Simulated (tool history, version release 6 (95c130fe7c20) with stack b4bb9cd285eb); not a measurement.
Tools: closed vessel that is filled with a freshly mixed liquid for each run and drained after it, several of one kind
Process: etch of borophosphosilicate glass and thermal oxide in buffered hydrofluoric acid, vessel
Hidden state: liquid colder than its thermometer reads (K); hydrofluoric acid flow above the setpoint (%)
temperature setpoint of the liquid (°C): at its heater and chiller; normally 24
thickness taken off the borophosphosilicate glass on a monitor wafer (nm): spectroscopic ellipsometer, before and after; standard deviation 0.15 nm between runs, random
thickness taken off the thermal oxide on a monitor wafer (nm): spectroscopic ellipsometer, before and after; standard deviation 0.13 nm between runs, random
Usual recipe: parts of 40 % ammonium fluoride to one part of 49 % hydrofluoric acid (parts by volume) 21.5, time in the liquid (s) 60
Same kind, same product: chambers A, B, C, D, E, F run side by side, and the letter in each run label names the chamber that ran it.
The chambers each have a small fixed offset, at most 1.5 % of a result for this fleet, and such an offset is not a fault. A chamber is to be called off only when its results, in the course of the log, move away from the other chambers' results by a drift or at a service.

run   hour  temperature setpoint of the liquid (°C)  parts of 40 % ammonium fluoride to one part of 49 % hydrofluoric acid (parts by volume)  time in the liquid (s)  hours since the thermometer was replaced  hours since the hydrofluoric acid flow meter was replaced  read-back film thickness of the borophosphosilicate glass reference wafer, read on the same gauge (nm)  read-back film thickness of the thermal oxide reference wafer, read on the same gauge (nm)  thickness taken off the borophosphosilicate glass on a monitor wafer (nm)  thickness taken off the thermal oxide on a monitor wafer (nm)
 1B    3.7                                       24                                                                                     21.5                      60                                    1932.9                                                       76.9                                                                                                  130.02                                                                                      149.99                                                                     36.085                                                         33.237
 2F    9.0                                       24                                                                                     21.5                      60                                     619.9                                                      897.2                                                                                                  129.97                                                                                      149.99                                                                     36.125                                                         33.493
 3D   14.6                                       24                                                                                     21.5                      60                                     564.8                                                     2123.3                                                                                                  129.96                                                                                      149.98                                                                     35.696                                                         33.418
 4A   20.2                                       24                                                                                     21.5                      60                                    1642.0                                                       79.9                                                                                                  130.01                                                                                      149.99                                                                     36.296                                                         33.068
 5C   25.4                                       24                                                                                     21.5                      60                                    1565.1                                                      111.9                                                                                                  130.02                                                                                      150.00                                                                     35.235                                                         32.988
 6E   29.9                                       24                                                                                     27.5                      90                                    1275.1                                                      612.5                                                                                                  130.01                                                                                      149.99                                                                     44.990                                                         41.484
 7A   35.6                                       24                                                                                     27.5                      90                                    1657.4                                                       95.3                                                                                                  129.99                                                                                      150.00                                                                     46.109                                                         42.010
 8F   39.0                                       24                                                                                     27.5                      90                                     649.9                                                      927.2                                                                                                  129.99                                                                                      150.00                                                                     45.255                                                         42.090
 9B   45.3                                       24                                                                                     27.5                      90                                    1974.5                                                      118.5                                                                                                  130.06                                                                                      150.02                                                                     45.467                                                         42.327
10C   50.0                                       24                                                                                     27.5                      90                                    1589.7                                                      136.5                                                                                                  130.01                                                                                      150.01                                                                     44.893                                                         41.750
11E   56.0                                       24                                                                                     27.5                      90                                    1301.2                                                      638.6                                                                                                  130.02                                                                                      150.00                                                                     45.338                                                         41.498
12D   60.7                                       24                                                                                     21.5                      60                                     610.9                                                     2169.4                                                                                                  130.01                                                                                      149.99                                                                     35.953                                                         33.146
13B   65.8                                       24                                                                                     21.5                      60                                    1995.0                                                      139.0                                                                                                  130.01                                                                                      150.04                                                                     35.915                                                         33.243
14A   68.7                                       24                                                                                     21.5                      60                                    1690.5                                                      128.4                                                                                                  130.00                                                                                      150.02                                                                     36.513                                                         33.108
15D   72.7                                       24                                                                                     21.5                      60                                     622.9                                                     2181.4                                                                                                  130.01                                                                                      149.99                                                                     35.888                                                         33.413
16F   77.3                                       24                                                                                     21.5                      75                                     688.2                                                      965.5                                                                                                  129.97                                                                                      149.99                                                                     44.500                                                         41.638
17C   80.6                                       24                                                                                     21.5                      75                                    1620.3                                                      167.1                                                                                                  129.97                                                                                      149.98                                                                     44.509                                                         41.290
18E   83.5                                       24                                                                                     21.5                      75                                    1328.7                                                      666.1                                                                                                  130.01                                                                                      149.98                                                                     45.109                                                         40.678
      89.0  -- chamber C: thermometer replaced
19F   89.9                                       24                                                                                     21.5                      75                                     700.8                                                      978.1                                                                                                  129.98                                                                                      150.02                                                                     44.857                                                         41.311
20C   92.8                                       24                                                                                     21.5                      75                                       3.8                                                      179.3                                                                                                  129.97                                                                                      149.99                                                                     44.332                                                         41.368
21A   96.8                                       24                                                                                     21.5                      75                                    1718.6                                                      156.5                                                                                                  130.02                                                                                      149.99                                                                     45.159                                                         41.226
22D  102.8                                       24                                                                                     21.5                      60                                     653.0                                                     2211.5                                                                                                  130.04                                                                                      149.98                                                                     35.949                                                         33.184
23E  107.2                                       24                                                                                     21.5                      60                                    1352.4                                                      689.8                                                                                                  130.01                                                                                      150.01                                                                     35.682                                                         32.736
24B  112.3                                       24                                                                                     21.5                      60                                    2041.5                                                      185.5                                                                                                  130.00                                                                                      150.03                                                                     36.279                                                         33.165
25C  115.8                                       24                                                                                     21.5                      60                                      26.8                                                      202.3                                                                                                  130.00                                                                                      150.02                                                                     35.490                                                         33.072
26D  121.4                                       24                                                                                     21.5                      60                                     671.6                                                     2230.1                                                                                                  130.03                                                                                      149.97                                                                     35.640                                                         33.200
27A  125.7                                       24                                                                                     21.5                      60                                    1747.5                                                      185.4                                                                                                  130.00                                                                                      150.02                                                                     36.348                                                         32.839
     126.0  -- chamber A: thermometer replaced
28E  128.6                                       24                                                                                     21.5                      45                                    1373.8                                                      711.2                                                                                                  129.99                                                                                      150.02                                                                     26.802                                                         24.519
29F  132.6                                       24                                                                                     21.5                      45                                     743.5                                                     1020.8                                                                                                  130.00                                                                                      150.00                                                                     27.083                                                         24.952
30B  138.5                                       24                                                                                     21.5                      45                                    2067.7                                                      211.7                                                                                                  130.02                                                                                      150.03                                                                     26.879                                                         24.773
31D  142.0                                       24                                                                                     21.5                      45                                     692.2                                                     2250.7                                                                                                  130.03                                                                                      150.01                                                                     26.849                                                         25.042
32E  144.8                                       24                                                                                     21.5                      45                                    1390.0                                                      727.4                                                                                                  130.00                                                                                      149.98                                                                     26.951                                                         24.635
33A  148.1                                       24                                                                                     21.5                      45                                      22.1                                                      207.8                                                                                                  129.99                                                                                      150.02                                                                     27.353                                                         24.868
34F  152.8                                       24                                                                                     21.5                      60                                     763.7                                                     1041.0                                                                                                  129.96                                                                                      150.01                                                                     35.931                                                         33.408
35B  157.0                                       24                                                                                     21.5                      60                                    2086.2                                                      230.2                                                                                                  130.00                                                                                      149.98                                                                     35.893                                                         33.246
36C  161.0                                       24                                                                                     25.5                      45                                      72.0                                                      247.5                                                                                                  129.98                                                                                      150.00                                                                     23.631                                                         22.030
37C  166.2                                       24                                                                                     25.5                      45                                      77.2                                                      252.7                                                                                                  130.04                                                                                      150.00                                                                     23.570                                                         22.041
38D  170.0                                       24                                                                                     25.5                      45                                     720.2                                                     2278.7                                                                                                  130.01                                                                                      150.02                                                                     23.741                                                         22.108
39A  176.4                                       24                                                                                     25.5                      45                                      50.4                                                      236.1                                                                                                  129.99                                                                                      149.99                                                                     24.182                                                         22.139

Predict what each chamber gives when all 6 of them run the settings below next.
40A  181.0                                       24                                                                                     21.5                      60                                                                                                                                                                                                                                                                                                                                                                                   ?                                                              ?
40B  181.0                                       24                                                                                     21.5                      60                                                                                                                                                                                                                                                                                                                                                                                   ?                                                              ?
40C  181.0                                       24                                                                                     21.5                      60                                                                                                                                                                                                                                                                                                                                                                                   ?                                                              ?
40D  181.0                                       24                                                                                     21.5                      60                                                                                                                                                                                                                                                                                                                                                                                   ?                                                              ?
40E  181.0                                       24                                                                                     21.5                      60                                                                                                                                                                                                                                                                                                                                                                                   ?                                                              ?
40F  181.0                                       24                                                                                     21.5                      60                                                                                                                                                                                                                                                                                                                                                                                   ?                                                              ?

run  thickness taken off the borophosphosilicate glass on a monitor wafer (nm)  thickness taken off the thermal oxide on a monitor wafer (nm)
40A                                                                     36.280                                                         33.138
40B                                                                     36.396                                                         33.094
40C                                                                     35.548                                                         33.081
40D                                                                     35.890                                                         33.348
40E                                                                     35.768                                                         32.834
40F                                                                     36.035                                                         33.289
